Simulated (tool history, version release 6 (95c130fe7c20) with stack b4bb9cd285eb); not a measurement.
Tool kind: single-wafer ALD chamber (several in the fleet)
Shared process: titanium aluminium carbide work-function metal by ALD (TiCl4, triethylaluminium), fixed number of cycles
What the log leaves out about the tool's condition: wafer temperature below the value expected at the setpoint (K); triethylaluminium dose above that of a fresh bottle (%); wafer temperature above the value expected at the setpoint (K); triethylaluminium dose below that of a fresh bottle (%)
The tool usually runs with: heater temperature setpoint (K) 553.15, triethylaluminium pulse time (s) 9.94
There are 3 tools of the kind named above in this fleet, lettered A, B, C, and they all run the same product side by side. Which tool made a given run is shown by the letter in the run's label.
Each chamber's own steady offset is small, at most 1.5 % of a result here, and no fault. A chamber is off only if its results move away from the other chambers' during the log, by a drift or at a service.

run,hour,heater temperature setpoint (K),triethylaluminium pulse time (s),hours since the last thermocouple change,hours since the last triethylaluminium bottle change,"read-back reference wafer on the same gauge, thickness_nm",mean film thickness on the monitor wafer (Å)
1C,3.9,553.15,9.94,1952.2,1631.0,1.7707,18.487
2A,6.1,553.15,9.94,1128.5,12.8,1.7709,18.117
3B,9.8,553.15,9.94,1725.6,1301.5,1.7711,18.294
4A,11.9,553.15,9.94,1134.3,18.6,1.7715,18.068
5C,15.8,553.15,9.94,1964.1,1642.9,1.7721,18.504
6B,19.1,553.15,9.94,1734.9,1310.8,1.7718,18.321
7A,22.8,553.15,9.94,1145.2,29.5,1.7731,18.087
8B,27.2,557.15,9.94,1743.0,1318.9,1.7728,18.633
9C,29.4,557.15,9.94,1977.7,1656.5,1.7735,18.885
10C,33.7,557.15,9.94,1982.0,1660.8,1.7742,18.872
11B,35.9,553.15,9.94,1751.7,1327.6,1.7750,18.321
12A,39.5,553.15,9.94,1161.9,46.2,1.7752,18.172
13C,41.6,553.15,9.94,1989.9,1668.7,1.7756,18.528
14A,44.8,553.15,9.94,1167.2,51.5,1.7756,18.170
15B,47.9,553.15,9.94,1763.7,1339.6,1.7761,18.296
16B,50.0,553.15,13.70,1765.8,1341.7,1.7765,18.802
17C,53.1,553.15,13.70,2001.4,1680.2,1.7759,19.009
18A,56.5,553.15,13.70,1178.9,63.2,1.7776,18.535
19B,60.2,553.15,9.94,1776.0,1351.9,1.7767,18.359
20C,62.5,553.15,9.94,2010.8,1689.6,1.7784,18.575
21A,65.9,553.15,9.94,1188.3,72.6,1.7769,18.195
22B,69.7,553.15,9.94,1785.5,1361.4,1.7781,18.355
23C,72.6,553.15,9.94,2020.9,1699.7,1.7794,18.538
24A,76.7,553.15,9.94,1199.1,83.4,1.7800,18.171
25B,79.4,553.15,9.94,1795.2,1371.1,1.7808,18.391
26C,81.9,553.15,9.94,2030.2,1709.0,1.7799,18.608
27A,84.3,553.15,9.94,1206.7,91.0,1.7808,18.202
28A,87.1,553.15,9.94,1209.5,93.8,1.7811,18.237
29B,90.0,553.15,9.94,1805.8,1381.7,1.7808,18.382
30C,93.8,553.15,9.94,2042.1,1720.9,1.7811,18.589
31C,97.0,553.15,9.94,2045.3,1724.1,1.7823,18.577

All 3 chambers run these settings next. Forecast each chamber's results:
32A,100.3,553.15,9.94,,,,?
32B,100.3,553.15,9.94,,,,?
32C,100.3,553.15,9.94,,,,?

run,mean film thickness on the monitor wafer (Å)
32A,18.212
32B,18.369
32C,18.532
